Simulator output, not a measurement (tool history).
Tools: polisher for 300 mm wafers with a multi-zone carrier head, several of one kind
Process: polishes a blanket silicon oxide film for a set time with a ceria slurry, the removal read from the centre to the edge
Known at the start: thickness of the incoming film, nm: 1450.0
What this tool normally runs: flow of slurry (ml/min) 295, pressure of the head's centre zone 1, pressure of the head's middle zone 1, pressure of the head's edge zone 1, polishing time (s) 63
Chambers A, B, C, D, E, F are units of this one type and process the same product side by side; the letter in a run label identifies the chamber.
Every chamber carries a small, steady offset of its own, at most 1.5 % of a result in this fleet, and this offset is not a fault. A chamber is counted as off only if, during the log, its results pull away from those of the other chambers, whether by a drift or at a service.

run   hour  flow of slurry (ml/min)  pressure of the head's centre zone  pressure of the head's middle zone  pressure of the head's edge zone  polishing time (s)  film removed at the wafer's centre (Å)  film removed at mid-radius (Å)  film removed at the wafer's edge (Å)
       1.6  -- chamber B: slurry nozzle cleaned
 1F   10.8                      295                                   1                                   1                                 1                  63                                    6113                          6089.5                                5937.6
        12  -- chamber B: worn pad replaced by a new one
 2B   16.2                      295                                   1                                   1                                 1                  63                                  5748.6                          5959.1                                5907.5
 3A   21.7                      295                                   1                                   1                                 1                  63                                  6080.1                          5996.9                                5971.3
 4D   29.8                      295                                   1                                   1                                 1                  63                                  6040.2                          5879.8                                5910.4
      31.3  -- chamber C: slurry nozzle cleaned
      37.5  -- chamber A: worn pad replaced by a new one
 5E   41.1                      295                                   1                                   1                                 1                  63                                  5810.3                          5920.3                                5862.9
      42.2  -- chamber E: slurry nozzle cleaned
        46  -- chamber C: worn pad replaced by a new one
 6C   48.4                      295                                   1                                   1                                 1                  63                                  5808.9                          5960.8                                5785.8
      50.8  -- chamber E: centre zone pressure recalibrated
      54.6  -- chamber E: worn pad replaced by a new one
 7D   58.4                      295                                   1                                   1                                 1                  63                                  6102.1                          5837.1                                5918.6
 8C     67                      295                                   1                                   1                                 1                  63                                  5840.2                          6049.7                                5843.3
 9F   78.3                      295                                   1                                   1                                 1                  63                                  5768.1                          5894.4                                5966.3
      81.5  -- chamber D: centre zone pressure recalibrated
      82.4  -- chamber B: worn pad replaced by a new one
10B   83.6                      390                                   1                                   1                                 1                  63                                  6035.4                          6259.9                                5966.1
11E   92.1                      390                                   1                                   1                                 1                  63                                  6118.4                          6066.5                                5926.4
      98.5  -- chamber D: worn pad replaced by a new one
12A   99.9                      390                                   1                                   1                                 1                  63                                  5991.5                          5969.2                                6009.6
     102.1  -- chamber A: worn pad replaced by a new one
13D  111.3                      390                                   1                                   1                                 1                  63                                  6205.2                          5924.3                                6000.9
14F  117.3                      390                                   1                                   1                                 1                  63                                  6049.7                          6100.5                                6000.3
15B    123                      390                                   1                                   1                                 1                  63                                  5964.9                          6114.8                                5966.8
16E  129.8                      295                                   1                                   1                                 1                  63                                  6008.1                          5856.3                                5854.8
17A    140                      295                                   1                                   1                                 1                  63                                  5878.9                          5958.8                                5976.8
18C  147.8                      295                                   1                                   1                                 1                  63                                    5873                            5931                                5905.3
19E  154.7                      295                                   1                                   1                                 1                  63                                  5909.7                          6042.5                                5850.4
     157.4  -- chamber B: worn pad replaced by a new one
       158  -- chamber F: centre zone pressure recalibrated
       158  -- chamber E: worn pad replaced by a new one
     159.5  -- chamber C: worn pad replaced by a new one
     159.9  -- chamber A: worn pad replaced by a new one
20D  160.3                      295                                   1                                   1                                 1                  63                                  6012.4                          5962.3                                5897.5
21A    168                      375                                   1                                   1                                 1                  63                                  6171.4                          6053.6                                  6029
22C  179.6                      375                                   1                                   1                                 1                  63                                  6112.6                          6203.9                                5946.8
     183.3  -- chamber A: centre zone pressure recalibrated
23F  187.6                      375                                   1                                   1                                 1                  63                                  5875.7                          5997.1                                5892.5
     190.3  -- chamber D: worn pad replaced by a new one
24B  194.8                      375                                   1                                   1                                 1                  63                                  5833.5                          6097.4                                  5926
25E  202.7                      375                                   1                                   1                                 1                  63                                  5987.2                          5832.6                                6010.1
26F  213.1                      375                                   1                                   1                                 1                  63                                  5832.4                          5727.2                                5848.1
     219.2  -- chamber B: worn pad replaced by a new one
     220.9  -- chamber A: worn pad replaced by a new one
27C  221.9                      295                                   1                                   1                                 1                  63                                    5780                          5750.1                                5845.5
28D  230.9                      295                                   1                                   1                                 1                  63                                  5971.5                            5841                                5911.8
29A  240.4                      295                                   1                                   1                                 1                  63                                  5793.8                          5780.9                                5903.5
30B  246.5                      295                                   1                                   1                                 1                  63                                  5759.2                          5947.5                                5878.7
       253  -- chamber C: worn pad replaced by a new one
     253.7  -- chamber E: worn pad replaced by a new one
     254.3  -- chamber B: slurry nozzle cleaned
31E  254.9                      295                                   1                                   1                                 1                  63                                  5923.5                          5970.7                                5890.3
32C  264.8                      295                                   1                                   1                                 1                  63                                  5811.8                          5891.5                                5877.6
     273.8  -- chamber F: edge zone pressure recalibrated
33F  274.3                      295                                   1                                   1                                 1                  63                                  5475.3                            5478                                  5603
     279.1  -- chamber B: worn pad replaced by a new one
     285.6  -- chamber A: worn pad replaced by a new one
34D  285.6                      295                                   1                                1.04                                 1                  63                                  5916.5                          6053.4                                5826.8
     288.5  -- chamber D: worn pad replaced by a new one
35B  292.2                      295                                   1                                1.04                                 1                  63                                  5783.6                          6231.1                                  5814
     299.9  -- chamber A: slurry nozzle cleaned
36A  299.9                      295                                   1                                1.04                                 1                  63                                    5905                          6230.1                                5999.9
37D  309.1                      295                                   1                                1.04                                 1                  63                                  5937.2                          6092.4                                5884.7
     313.6  -- chamber C: slurry nozzle cleaned
38C  318.4                      295                                   1                                1.04                                 1                  63                                  6016.9                          6184.4                                5902.8
     320.9  -- chamber A: edge zone pressure recalibrated
39A    329                      295                                   1                                1.04                                 1                  63                                  5988.3                          6366.6                                5976.7
40B  335.9                      295                                   1                                   1                                 1                  63                                  5908.7                          5962.5                                5862.1

All 6 chambers run these settings next. Forecast each chamber's results:
41A  344.2                      295                                   1                                   1                                 1                  63                                       ?                               ?                                     ?
41B  344.2                      295                                   1                                   1                                 1                  63                                       ?                               ?                                     ?
41C  344.2                      295                                   1                                   1                                 1                  63                                       ?                               ?                                     ?
41D  344.2                      295                                   1                                   1                                 1                  63                                       ?                               ?                                     ?
41E  344.2                      295                                   1                                   1                                 1                  63                                       ?                               ?                                     ?
41F  344.2                      295                                   1                                   1                                 1                  63                                       ?                               ?                                     ?

run  film removed at the wafer's centre (Å)  film removed at mid-radius (Å)  film removed at the wafer's edge (Å)
41A                                  6028.4                            5861                                5890.3
41B                                  5921.6                          5914.2                                5902.2
41C                                  5866.1                          5987.8                                5925.7
41D                                  5968.1                          5748.7                                5905.5
41E                                  5795.6                          6148.3                                5875.1
41F                                  5388.9                          5313.5                                5318.1

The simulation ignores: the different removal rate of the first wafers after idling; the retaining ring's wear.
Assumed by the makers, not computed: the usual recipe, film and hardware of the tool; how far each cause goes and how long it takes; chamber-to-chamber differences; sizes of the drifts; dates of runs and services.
